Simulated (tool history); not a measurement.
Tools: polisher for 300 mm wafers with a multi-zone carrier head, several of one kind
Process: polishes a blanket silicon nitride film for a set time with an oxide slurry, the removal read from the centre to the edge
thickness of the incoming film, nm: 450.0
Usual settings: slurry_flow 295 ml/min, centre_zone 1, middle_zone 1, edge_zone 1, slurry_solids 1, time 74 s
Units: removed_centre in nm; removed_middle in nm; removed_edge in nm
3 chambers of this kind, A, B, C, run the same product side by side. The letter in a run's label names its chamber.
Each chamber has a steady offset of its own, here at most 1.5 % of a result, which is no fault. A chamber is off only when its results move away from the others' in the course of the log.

run	day	slurry_flow	centre_zone	middle_zone	edge_zone	slurry_solids	time	wafers polished on this pad	hours since the slurry nozzle was cleaned	hours since the centre zone pressure was calibrated	hours since the edge zone pressure was calibrated	removed_centre	removed_middle	removed_edge
1A	0.45	295	1	1	1	1	74	184	315.2	1534.4	434.3	69.061	70.98	69.445
2B	0.817	295	1	1	1	1	74	561	69.3	31.9	486.9	69.487	70.676	69.302
3C	1.117	295	1	1	1	1	74	708	96.6	192.1	374.3	70.22	69.782	69.254
4A	1.533	295	1	1	1	1	74	386	341.2	1560.4	460.3	70.725	69.489	68.791
5B	1.788	295	1	1	1	1	74	742	92.6	55.2	510.2	69.419	70.456	69.841
6C	2.112	295	1	1	1	1	74	893	120.5	216	398.2	70.989	68.708	69.433
7C	2.517	295	0.92	1	1	0.85	74	968	130.2	225.7	407.9	59.763	64.325	64.191
8B	2.796	295	0.92	1	1	0.85	74	930	116.8	79.4	534.4	58.249	65.297	64.003
# day 2.929: chamber A: centre zone pressure recalibrated
# day 3.162: chamber C: worn pad replaced by a new one
# day 3.183: chamber A: edge zone pressure recalibrated
9A	3.2	295	0.92	1	1	0.85	74	696	381.2	6.5	0.5	55.907	66.002	63.623
# day 3.221: chamber A: worn pad replaced by a new one
10C	3.558	295	1	1	1	1	74	74	155.2	250.7	432.9	69.927	69.637	68.818
# day 3.604: chamber B: worn pad replaced by a new one
11B	3.95	295	1	1	1	1	74	64	144.5	107.1	562.1	68.429	71.115	69.429
12A	4.425	295	1	1	1	1	74	224	410.6	35.9	29.9	65.049	71.057	69.04
13A	4.888	295	1	1	1	1	74	310	421.7	47	41	65.846	70.403	68.898
14B	5.112	295	1	1	1	1	74	281	172.4	135	590	68.573	70.938	68.885
15C	5.525	295	1	1	1	1	74	440	202.4	297.9	480.1	70.567	69.038	68.877
16C	5.888	295	1	1	1	1	74	507	211.1	306.6	488.8	69.376	69.552	69.881
17B	6.342	295	1	1	1	1	74	509	201.9	164.5	619.5	69.092	70.878	69.548
18A	6.592	295	1	1	1	1	74	627	462.6	87.9	81.9	65.899	70.287	68.776
19B	6.992	295	1	1	1	1	74	630	217.5	180.1	635.1	68.827	70.527	69.027
20C	7.329	295	1	1	1	1	74	776	245.7	341.2	523.4	70.864	69.951	69.41
# day 7.392: chamber A: worn pad replaced by a new one
# day 7.575: chamber C: worn pad replaced by a new one
21A	7.767	295	1	1	0.93	0.85	74	70	490.8	116.1	110.1	61.011	65.937	61.709
22B	8.179	295	1	1	0.93	0.85	74	852	246	208.6	663.6	64.942	65.008	62.114
23A	8.4	295	1	1	0.93	0.85	74	188	506	131.3	125.3	60.751	65.945	62.078
24C	8.875	295	1	1	1	1	74	242	282.8	378.3	560.5	70.972	69.383	68.956

Next, every chamber runs the same settings. What will each give?
25A	9.221	295	1	1	1	0.8	74					?	?	?
25B	9.221	295	1	1	1	0.8	74					?	?	?
25C	9.221	295	1	1	1	0.8	74					?	?	?

run	removed_centre	removed_middle	removed_edge
25A	57.771	63.969	61.642
25B	62.181	63.368	62.204
25C	62.876	61.337	61.972
